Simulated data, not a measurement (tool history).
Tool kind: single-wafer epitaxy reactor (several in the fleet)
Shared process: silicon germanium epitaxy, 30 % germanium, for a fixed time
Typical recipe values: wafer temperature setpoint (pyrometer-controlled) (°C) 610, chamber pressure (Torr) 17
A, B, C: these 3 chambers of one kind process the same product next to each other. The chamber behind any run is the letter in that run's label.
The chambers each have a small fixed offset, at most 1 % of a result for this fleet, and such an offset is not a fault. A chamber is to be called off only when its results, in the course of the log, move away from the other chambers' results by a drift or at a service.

| run | hour | wafer temperature setpoint (pyrometer-controlled) (°C) | chamber pressure (Torr) | read-back reference wafer on the same gauge, thickness_nm | mean film thickness on the monitor wafer (angstrom) |
|---|---|---|---|---|---|
| 1A | 3.8 | 610 | 17 | 54.519 | 668.22 |
| 2B | 8.6 | 610 | 17 | 54.486 | 659.3 |
| 3C | 13.9 | 610 | 17 | 54.467 | 660.52 |
| 4B | 18 | 610 | 17 | 54.546 | 663.06 |
| 5A | 21.7 | 610 | 17 | 54.512 | 667.9 |
| 6C | 26.2 | 610 | 17 | 54.544 | 665.78 |
| 7C | 33.4 | 610 | 17 | 54.566 | 666.22 |
| 8A | 40 | 610 | 17 | 54.606 | 659.48 |
| 9B | 45.9 | 610 | 17 | 54.573 | 664.82 |
| 10C | 49.5 | 610 | 17 | 54.41 | 668.21 |
| 11A | 53.6 | 610 | 17 | 54.459 | 656.76 |
| 12B | 58.3 | 598 | 21.1 | 54.515 | 582.87 |
| 13A | 65.1 | 598 | 21.1 | 54.437 | 579.29 |
| 14C | 69.8 | 598 | 21.1 | 54.473 | 582.5 |
| 15B | 73.5 | 610 | 17 | 54.55 | 655.07 |
| 16B | 80.6 | 610 | 17 | 54.472 | 659.89 |
| 17A | 86.3 | 610 | 17 | 54.526 | 648.01 |
| 18C | 89.9 | 610 | 17 | 54.545 | 665.11 |
| 19C | 94.8 | 610 | 17 | 54.48 | 660.29 |
| 20A | 99.8 | 610 | 17 | 54.591 | 647.56 |
| 21B | 103.7 | 610 | 17 | 54.461 | 663.67 |
| 22B | 109.2 | 597 | 15.7 | 54.558 | 500.48 |
| 23A | 114.7 | 597 | 15.7 | 54.451 | 494.2 |
| 24C | 120.1 | 597 | 15.7 | 54.508 | 511.24 |
| 25B | 123.7 | 610 | 17 | 54.437 | 660.96 |
| 26C | 127.2 | 610 | 17 | 54.515 | 656.93 |
| 27A | 132.1 | 610 | 17 | 54.519 | 640.42 |
| 28A | 136.2 | 610 | 17 | 54.472 | 633.31 |
| 29B | 141 | 610 | 17 | 54.509 | 662.05 |

Each of the 3 chambers runs these same settings next. Fill in every chamber's results:
| 30A | 146.2 | 610 | 15.6 |  | ? |
| 30B | 146.2 | 610 | 15.6 |  | ? |
| 30C | 146.2 | 610 | 15.6 |  | ? |

| run | mean film thickness on the monitor wafer (angstrom) |
|---|---|
| 30A | 614.47 |
| 30B | 636.93 |
| 30C | 644.14 |
